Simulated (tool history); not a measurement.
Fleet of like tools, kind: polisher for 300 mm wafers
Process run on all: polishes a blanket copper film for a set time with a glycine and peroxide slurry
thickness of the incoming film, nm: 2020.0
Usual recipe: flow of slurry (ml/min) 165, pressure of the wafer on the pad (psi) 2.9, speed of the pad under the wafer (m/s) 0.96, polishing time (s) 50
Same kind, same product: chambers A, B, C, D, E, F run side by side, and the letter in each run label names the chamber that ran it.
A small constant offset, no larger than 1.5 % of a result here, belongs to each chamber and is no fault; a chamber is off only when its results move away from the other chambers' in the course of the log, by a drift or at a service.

run   hour  flow of slurry (ml/min)  pressure of the wafer on the pad (psi)  speed of the pad under the wafer (m/s)  polishing time (s)  wafers polished on this pad  hours since the slurry nozzle was cleaned  hours since the head pressure was calibrated  film removed (Å)
       4.1  -- chamber F: worn pad replaced by a new one
 1A    6.5                      165                                     2.9                                    0.96                  50                          877                                      433.8                                         803.3            2605.0
 2C   14.3                      165                                     2.9                                    0.96                  50                          447                                      146.0                                         418.6            2592.2
 3F   20.6                      165                                     2.9                                    0.96                  50                          145                                      174.3                                         745.5            2568.1
 4E   28.9                      165                                     2.9                                    0.96                  50                          289                                      269.5                                         327.3            2573.8
 5D   36.8                      165                                     2.9                                    0.96                  50                          899                                      195.4                                         714.9            2526.0
 6B   43.3                      165                                     2.9                                    0.96                  50                          790                                      244.5                                         133.3            2573.7
      46.5  -- chamber A: worn pad replaced by a new one
 7E   50.3                      165                                     2.9                                    0.96                  50                          476                                      290.9                                         348.7            2552.0
 8A   59.0                      165                                     2.9                                    0.96                  50                          109                                      486.3                                         855.8            2559.8
 9C   66.1                      165                                     2.9                                    0.96                  50                          902                                      197.8                                         470.4            2569.3
10F   71.5                      165                                     2.9                                    0.96                  50                          591                                      225.2                                         796.4            2537.4
      73.7  -- chamber D: worn pad replaced by a new one
11D   78.8                      165                                     2.9                                    0.66                  50                           44                                      237.4                                         756.9            1876.1
12B   85.0                      165                                     2.9                                    0.66                  50                         1155                                      286.2                                         175.0            1912.8
13D   89.6                      165                                     2.9                                    0.66                  50                          139                                      248.2                                         767.7            1866.6
      90.0  -- chamber E: worn pad replaced by a new one
      90.6  -- chamber B: worn pad replaced by a new one
14C   94.3                      165                                     2.9                                    0.66                  50                         1149                                      226.0                                         498.6            1940.7
15B  103.0                      165                                     2.9                                    0.66                  50                          109                                      304.2                                         193.0            1912.2
     105.7  -- chamber F: worn pad replaced by a new one
     109.9  -- chamber D: slurry nozzle cleaned
16E  112.4                      165                                     2.9                                    0.66                  50                          196                                      353.0                                         410.8            1870.2
     113.5  -- chamber E: slurry nozzle cleaned
17F  122.8                      165                                     2.9                                    0.96                  50                          150                                      276.5                                         847.7            2580.6
18A  129.5                      165                                     2.3                                    0.96                  50                          728                                      556.8                                         926.3            2143.3
     133.5  -- chamber B: slurry nozzle cleaned
19B  139.6                      165                                     2.3                                    0.96                  50                          430                                        6.2                                         229.6            2146.3
     143.0  -- chamber C: worn pad replaced by a new one
20F  146.0                      165                                     2.3                                    0.96                  50                          353                                      299.7                                         870.9            2172.7
21A  150.8                      165                                     2.3                                    0.96                  50                          915                                      578.1                                         947.6            2129.7
22E  155.7                      165                                     2.3                                    0.96                  50                          576                                       42.3                                         454.1            2043.6
     164.3  -- chamber E: worn pad replaced by a new one
23D  165.1                      165                                     2.3                                    0.96                  50                          801                                       55.3                                         843.2            2109.6
24C  171.5                      165                                     2.9                                    0.96                  50                          250                                      303.2                                         575.8            2573.3
25A  176.1                      165                                     2.9                                    0.96                  50                         1136                                      603.4                                         972.9            2584.1
26E  180.7                      165                                     2.9                                    0.96                  50                          144                                       67.3                                         479.1            2450.5
     181.4  -- chamber A: worn pad replaced by a new one
27C  188.0                      165                                     2.9                                    0.96                  50                          394                                      319.7                                         592.3            2552.1
28B  195.2                      165                                     2.9                                    0.64                  63                          918                                       61.8                                         285.2            2359.2
     195.7  -- chamber F: worn pad replaced by a new one
29F  203.9                      165                                     2.9                                    0.64                  63                           72                                      357.6                                         928.8            2346.3
     206.4  -- chamber B: worn pad replaced by a new one
30D  211.5                      165                                     2.9                                    0.64                  63                         1208                                      101.7                                         889.6            2314.5
     212.6  -- chamber D: head pressure recalibrated
31F  219.5                      165                                     2.9                                    0.64                  63                          209                                      373.2                                         944.4            2339.1
32B  226.6                      165                                     2.9                                    0.64                  63                          177                                       93.2                                         316.6            2378.9
33C  234.3                      165                                     2.9                                    0.64                  63                          800                                      366.0                                         638.6            2399.5
34A  239.0                      165                                     2.9                                    0.96                  50                          505                                      666.3                                        1035.8            2588.0
     241.4  -- chamber D: worn pad replaced by a new one
     242.9  -- chamber E: worn pad replaced by a new one
35D  244.7                      165                                     2.9                                    0.96                  50                           29                                      134.9                                          32.2            2478.3
36E  253.9                      165                                     2.9                                    0.96                  50                           97                                      140.5                                         552.3            2356.9
37E  260.2                      165                                     2.6                                    0.96                  50                          152                                      146.8                                         558.6            2129.9
38F  264.9                      165                                     2.6                                    0.96                  50                          607                                      418.6                                         989.8            2367.1
39B  270.5                      165                                     2.6                                    0.96                  50                          562                                      137.1                                         360.5            2325.1

Next, every chamber runs the same settings. What will each give?
40A  277.9                      165                                     2.9                                    0.96                  50                                                                                                                                       ?
40B  277.9                      165                                     2.9                                    0.96                  50                                                                                                                                       ?
40C  277.9                      165                                     2.9                                    0.96                  50                                                                                                                                       ?
40D  277.9                      165                                     2.9                                    0.96                  50                                                                                                                                       ?
40E  277.9                      165                                     2.9                                    0.96                  50                                                                                                                                       ?
40F  277.9                      165                                     2.9                                    0.96                  50                                                                                                                                       ?

run  film removed (Å)
40A            2598.2
40B            2582.1
40C            2619.1
40D            2537.4
40E            2289.2
40F            2608.0

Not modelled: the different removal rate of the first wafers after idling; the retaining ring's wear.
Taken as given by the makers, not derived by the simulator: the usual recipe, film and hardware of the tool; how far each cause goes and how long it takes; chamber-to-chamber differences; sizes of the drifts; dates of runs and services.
